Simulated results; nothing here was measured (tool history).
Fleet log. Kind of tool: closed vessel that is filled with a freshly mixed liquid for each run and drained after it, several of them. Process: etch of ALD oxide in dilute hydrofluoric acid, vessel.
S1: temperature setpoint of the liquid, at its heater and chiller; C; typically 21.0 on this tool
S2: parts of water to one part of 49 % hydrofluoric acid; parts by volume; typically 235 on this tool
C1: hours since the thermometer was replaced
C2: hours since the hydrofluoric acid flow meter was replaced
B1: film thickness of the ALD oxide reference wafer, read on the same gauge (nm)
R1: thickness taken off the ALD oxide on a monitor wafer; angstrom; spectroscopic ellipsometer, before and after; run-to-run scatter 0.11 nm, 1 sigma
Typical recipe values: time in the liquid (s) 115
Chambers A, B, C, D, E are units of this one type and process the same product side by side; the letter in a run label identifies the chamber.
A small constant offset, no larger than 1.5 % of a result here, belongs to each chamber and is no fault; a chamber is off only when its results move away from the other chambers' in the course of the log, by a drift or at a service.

Run 1C, day 0.292: usual settings; C1 2065.4; C2 537.5; B1 79.997. Result: R1 111.800 angstrom.
Run 2A, day 0.779: usual settings; C1 153.7; C2 726.8; B1 79.977. Result: R1 113.400 angstrom.
Run 3E, day 1.221: usual settings; C1 407.9; C2 903.9; B1 80.001. Result: R1 114.530 angstrom.
Run 4D, day 1.579: usual settings; C1 388.9; C2 157.7; B1 80.011. Result: R1 111.710 angstrom.
Run 5B, day 2.117: usual settings; C1 1810.4; C2 325.2; B1 79.949. Result: R1 113.550 angstrom.
Run 6C, day 2.750: usual settings; C1 2124.4; C2 596.5; B1 80.000. Result: R1 112.760 angstrom.
Run 7A, day 3.075: usual settings; C1 208.8; C2 781.9; B1 79.997. Result: R1 112.710 angstrom.
Run 8D, day 3.429: usual settings; C1 433.3; C2 202.1; B1 79.969. Result: R1 110.660 angstrom.
Run 9E, day 3.900: usual settings; C1 472.2; C2 968.2; B1 79.977. Result: R1 110.410 angstrom.
Run 10B, day 4.200: usual settings; C1 1860.4; C2 375.2; B1 80.013. Result: R1 114.170 angstrom.
Run 11B, day 4.621: usual settings; C1 1870.5; C2 385.3; B1 79.994. Result: R1 113.030 angstrom.
Run 12C, day 5.225: usual settings; C1 2183.8; C2 655.9; B1 79.986. Result: R1 112.110 angstrom.
Run 13A, day 5.717: usual settings but S1 17.5 C, S2 305 parts by volume; C1 272.2; C2 845.3; B1 79.968. Result: R1 72.605 angstrom.
At day 5.812: chamber E: thermometer replaced.
Run 14E, day 6.375: usual settings but S1 17.5 C, S2 305 parts by volume; C1 13.6; C2 1027.6; B1 79.991. Result: R1 72.289 angstrom.
Run 15D, day 7.021: usual settings but S1 17.5 C, S2 305 parts by volume; C1 519.5; C2 288.3; B1 80.027. Result: R1 71.591 angstrom.
Run 16A, day 7.533: usual settings but S1 17.5 C, S2 305 parts by volume; C1 315.8; C2 888.9; B1 79.969. Result: R1 71.305 angstrom.
Run 17C, day 7.958: usual settings but S1 17.5 C, S2 305 parts by volume; C1 2249.4; C2 721.5; B1 79.950. Result: R1 72.098 angstrom.
Run 18E, day 8.575: usual settings; C1 66.4; C2 1080.4; B1 79.960. Result: R1 112.230 angstrom.
Run 19B, day 9.079: usual settings; C1 1977.5; C2 492.3; B1 79.997. Result: R1 117.560 angstrom.
Run 20D, day 9.608: usual settings but S2 170 parts by volume, time in the liquid (s) 145; C1 581.6; C2 350.4; B1 79.999. Result: R1 212.420 angstrom.
Run 21B, day 10.029: usual settings but S2 170 parts by volume, time in the liquid (s) 145; C1 2000.3; C2 515.1; B1 80.012. Result: R1 217.220 angstrom.
Run 22E, day 10.575: usual settings but S2 170 parts by volume, time in the liquid (s) 145; C1 114.4; C2 1128.4; B1 80.021. Result: R1 210.590 angstrom.
Run 23C, day 10.988: usual settings but S2 170 parts by volume, time in the liquid (s) 145; C1 2322.1; C2 794.2; B1 80.009. Result: R1 204.330 angstrom.
Run 24D, day 11.371: usual settings but S2 170 parts by volume, time in the liquid (s) 145; C1 623.9; C2 392.7; B1 80.002. Result: R1 206.000 angstrom.
Run 25A, day 11.946: usual settings; C1 421.7; C2 994.8; B1 80.025. Result: R1 112.110 angstrom.
Run 26E, day 12.508: usual settings; C1 160.8; C2 1174.8; B1 80.015. Result: R1 112.790 angstrom.
Run 27C, day 12.888: usual settings but S2 310 parts by volume; C1 2367.7; C2 839.8; B1 80.022. Result: R1 79.998 angstrom.
Run 28D, day 13.425: usual settings but S2 310 parts by volume; C1 673.2; C2 442.0; B1 80.028. Result: R1 79.394 angstrom.
At day 13.621: chamber A: thermometer replaced.
Run 29A, day 14.050: usual settings but S2 310 parts by volume; C1 10.4; C2 1045.3; B1 79.989. Result: R1 81.495 angstrom.
Run 30B, day 14.354: usual settings but S2 310 parts by volume; C1 2104.1; C2 618.9; B1 79.996. Result: R1 87.606 angstrom.
Run 31D, day 14.883: usual settings but S2 310 parts by volume; C1 708.2; C2 477.0; B1 79.969. Result: R1 77.950 angstrom.

Each of the 5 chambers runs these same settings next. Fill in every chamber's results:
Run 32A, day 15.358: usual settings. Result: R1 ?.
Run 32B, day 15.358: usual settings. Result: R1 ?.
Run 32C, day 15.358: usual settings. Result: R1 ?.
Run 32D, day 15.358: usual settings. Result: R1 ?.
Run 32E, day 15.358: usual settings. Result: R1 ?.

run       R1
32A  112.290
32B  123.730
32C  111.550
32D  112.930
32E  114.480

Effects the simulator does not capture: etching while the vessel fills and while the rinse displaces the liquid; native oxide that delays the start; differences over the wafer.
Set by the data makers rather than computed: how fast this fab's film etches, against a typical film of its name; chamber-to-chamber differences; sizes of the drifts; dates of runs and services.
